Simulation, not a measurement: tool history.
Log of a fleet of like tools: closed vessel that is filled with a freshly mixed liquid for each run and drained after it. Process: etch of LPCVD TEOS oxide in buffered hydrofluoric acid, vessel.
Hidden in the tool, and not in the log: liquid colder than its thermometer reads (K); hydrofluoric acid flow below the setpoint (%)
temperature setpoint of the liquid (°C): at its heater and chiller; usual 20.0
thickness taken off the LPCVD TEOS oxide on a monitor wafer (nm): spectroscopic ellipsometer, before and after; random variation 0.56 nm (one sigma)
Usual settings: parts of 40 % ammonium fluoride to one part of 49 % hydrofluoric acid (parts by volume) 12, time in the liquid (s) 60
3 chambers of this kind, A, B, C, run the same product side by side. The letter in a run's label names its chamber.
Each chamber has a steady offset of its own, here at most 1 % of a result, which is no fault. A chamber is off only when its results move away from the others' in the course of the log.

run	day	temperature setpoint of the liquid (°C)	parts of 40 % ammonium fluoride to one part of 49 % hydrofluoric acid (parts by volume)	time in the liquid (s)	hours since the thermometer was replaced	hours since the hydrofluoric acid flow meter was replaced	read-back film thickness of the LPCVD TEOS oxide reference wafer, read on the same gauge (nm)	thickness taken off the LPCVD TEOS oxide on a monitor wafer (nm)
1C	0.504	20.0	12	60	572.5	743.7	139.98	109.72
2A	0.792	20.0	12	60	523.2	723.1	139.99	108.10
3B	1.271	20.0	12	60	130.7	163.7	140.02	110.84
4B	1.679	20.0	12	60	140.5	173.5	140.01	109.76
5C	2.004	20.0	12	60	608.5	779.7	139.99	109.79
6A	2.504	20.0	12	60	564.3	764.2	139.97	108.45
7A	2.758	20.0	12	60	570.4	770.3	140.00	107.86
8B	3.283	20.0	12	60	179.0	212.0	140.01	108.56
9C	3.667	20.0	12	60	648.4	819.6	140.04	109.49
10C	4.200	20.0	12	60	661.2	832.4	140.02	109.12
11A	4.708	20.0	12	60	617.2	817.1	140.00	107.83
12B	5.054	20.0	12	60	221.5	254.5	140.02	108.61
13A	5.400	23.5	12	60	633.8	833.7	140.03	131.64
14C	5.704	23.5	12	60	697.3	868.5	140.00	133.38
# day 5.954: chamber C: hydrofluoric acid flow meter replaced
15B	6.183	23.5	12	60	248.6	281.6	140.00	131.59
16B	6.700	20.0	12	60	261.0	294.0	139.97	106.87
17C	7.267	20.0	12	60	734.8	31.5	139.99	109.91
18A	7.796	20.0	12	60	691.3	891.2	139.96	108.62
19C	8.254	20.0	12	60	758.5	55.2	139.99	109.74
20B	8.754	20.0	12	60	310.3	343.3	139.99	106.46
21A	9.096	24.5	12	60	722.5	922.4	140.00	138.51
22C	9.529	24.5	12	60	789.1	85.8	140.01	141.89
23B	10.108	24.5	12	60	342.8	375.8	139.98	136.20
24A	10.525	20.0	12	60	756.8	956.7	139.97	107.61
25C	11.021	20.0	12	60	824.9	121.6	139.98	110.59

What goes on in this fleet: one chamber off, a drifting gauge, or nothing beyond the chambers' own small offsets? Name the chamber and the cause, if any.

Chamber B drifts away from the others.
Cause: hydrofluoric acid flow below the setpoint (%) = 3.23.
The log may not tell that from: liquid colder than its thermometer reads (K).

Here are 4 candidates for chamber B's next run, each the usual settings with a change, their results left as question marks. Which one brings its results back in line with what the others give on the usual settings?
In line means no further than this from the other chambers' mean on the usual settings: thickness taken off the LPCVD TEOS oxide on a monitor wafer (nm) 2.00
26B-1	11.438	19.0	12	60				?
26B-2	11.438	20.5	12	60				?
26B-3	11.438	21.0	12	60				?
26B-4	11.438	19.5	12	60				?

The other chambers' mean on the usual settings: thickness taken off the LPCVD TEOS oxide on a monitor wafer (nm) 108.98
run	thickness taken off the LPCVD TEOS oxide on a monitor wafer (nm)
26B-1	100.37
26B-2	109.13
26B-3	112.21
26B-4	103.24
26B-2 brings the chamber back in line.

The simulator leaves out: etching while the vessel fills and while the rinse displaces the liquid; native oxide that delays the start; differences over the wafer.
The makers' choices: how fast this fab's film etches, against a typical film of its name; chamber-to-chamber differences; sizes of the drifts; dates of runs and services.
